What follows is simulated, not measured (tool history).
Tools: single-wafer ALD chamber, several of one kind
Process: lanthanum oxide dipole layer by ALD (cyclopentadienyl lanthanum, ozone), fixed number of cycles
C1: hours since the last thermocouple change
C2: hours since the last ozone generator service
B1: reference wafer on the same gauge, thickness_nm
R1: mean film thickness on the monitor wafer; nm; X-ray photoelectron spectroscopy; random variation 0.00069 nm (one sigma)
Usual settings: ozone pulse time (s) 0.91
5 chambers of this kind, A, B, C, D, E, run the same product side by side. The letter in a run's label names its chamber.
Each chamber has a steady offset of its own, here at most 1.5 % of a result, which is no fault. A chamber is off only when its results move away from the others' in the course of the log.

run 1B day=0.1 | ozone_pulse_time_(s)=0.91 | C1=619 C2=1384 | B1=0.55515 | R1=0.4853
-- day=0.146 chamber B: ozone generator serviced
run 2E day=0.246 | ozone_pulse_time_(s)=0.91 | C1=2648 C2=309 | B1=0.55515 | R1=0.47815
-- day=0.288 chamber C: thermocouple changed; heater temperature recalibrated
run 3D day=0.396 | ozone_pulse_time_(s)=0.91 | C1=919 C2=456 | B1=0.55534 | R1=0.48748
run 4C day=0.567 | ozone_pulse_time_(s)=0.91 | C1=6.7 C2=647.2 | B1=0.55548 | R1=0.49114
run 5A day=0.733 | ozone_pulse_time_(s)=0.91 | C1=604 C2=680.6 | B1=0.55525 | R1=0.48672
run 6C day=0.821 | ozone_pulse_time_(s)=0.91 | C1=12.8 C2=653.3 | B1=0.55581 | R1=0.49123
run 7B day=0.988 | ozone_pulse_time_(s)=1.05 | C1=640.3 C2=20.2 | B1=0.55606 | R1=0.51034
run 8D day=1.096 | ozone_pulse_time_(s)=1.05 | C1=935.8 C2=472.8 | B1=0.55584 | R1=0.51148
run 9E day=1.246 | ozone_pulse_time_(s)=1.05 | C1=2672 C2=333 | B1=0.55585 | R1=0.50185
run 10A day=1.383 | ozone_pulse_time_(s)=1.05 | C1=619.6 C2=696.2 | B1=0.55611 | R1=0.50952
run 11B day=1.538 | ozone_pulse_time_(s)=1.05 | C1=653.5 C2=33.4 | B1=0.55618 | R1=0.50982
run 12D day=1.625 | ozone_pulse_time_(s)=0.91 | C1=948.5 C2=485.5 | B1=0.55627 | R1=0.48828
run 13E day=1.733 | ozone_pulse_time_(s)=0.91 | C1=2683.7 C2=344.7 | B1=0.55638 | R1=0.48106
run 14A day=1.817 | ozone_pulse_time_(s)=0.91 | C1=630 C2=706.6 | B1=0.5566 | R1=0.4855
run 15C day=1.95 | ozone_pulse_time_(s)=0.91 | C1=39.9 C2=680.4 | B1=0.5566 | R1=0.49199
run 16B day=2.079 | ozone_pulse_time_(s)=1.13 | C1=666.5 C2=46.4 | B1=0.55687 | R1=0.52081
run 17E day=2.192 | ozone_pulse_time_(s)=1.13 | C1=2694.7 C2=355.7 | B1=0.55675 | R1=0.51248
run 18C day=2.312 | ozone_pulse_time_(s)=1.13 | C1=48.6 C2=689.1 | B1=0.55655 | R1=0.52516
run 19A day=2.462 | ozone_pulse_time_(s)=1.13 | C1=645.5 C2=722.1 | B1=0.55716 | R1=0.51982
run 20D day=2.55 | ozone_pulse_time_(s)=1.13 | C1=970.7 C2=507.7 | B1=0.55728 | R1=0.52443
run 21C day=2.629 | ozone_pulse_time_(s)=0.91 | C1=56.2 C2=696.7 | B1=0.55721 | R1=0.49034
run 22D day=2.8 | ozone_pulse_time_(s)=0.91 | C1=976.7 C2=513.7 | B1=0.55717 | R1=0.48912
run 23A day=2.975 | ozone_pulse_time_(s)=1.24 | C1=657.8 C2=734.4 | B1=0.55764 | R1=0.53252
run 24B day=3.096 | ozone_pulse_time_(s)=1.24 | C1=690.9 C2=70.8 | B1=0.5576 | R1=0.53491
run 25E day=3.258 | ozone_pulse_time_(s)=1.24 | C1=2720.3 C2=381.3 | B1=0.55763 | R1=0.52585
run 26B day=3.408 | ozone_pulse_time_(s)=1.24 | C1=698.4 C2=78.3 | B1=0.55792 | R1=0.5345
run 27E day=3.504 | ozone_pulse_time_(s)=1.24 | C1=2726.2 C2=387.2 | B1=0.55778 | R1=0.52771
run 28A day=3.608 | ozone_pulse_time_(s)=0.91 | C1=673 C2=749.6 | B1=0.55783 | R1=0.48674
run 29C day=3.779 | ozone_pulse_time_(s)=0.91 | C1=83.8 C2=724.3 | B1=0.55823 | R1=0.49414
run 30D day=3.892 | ozone_pulse_time_(s)=0.65 | C1=1002.9 C2=539.9 | B1=0.55804 | R1=0.42416

What goes on in this fleet: one chamber off, a drifting gauge, or nothing beyond the chambers' own small offsets? Name the chamber and the cause, if any.

The gauge drifts, so all chambers seem to drift together. No chamber is off.
Cause: gauge reads high (%) = 0.587.

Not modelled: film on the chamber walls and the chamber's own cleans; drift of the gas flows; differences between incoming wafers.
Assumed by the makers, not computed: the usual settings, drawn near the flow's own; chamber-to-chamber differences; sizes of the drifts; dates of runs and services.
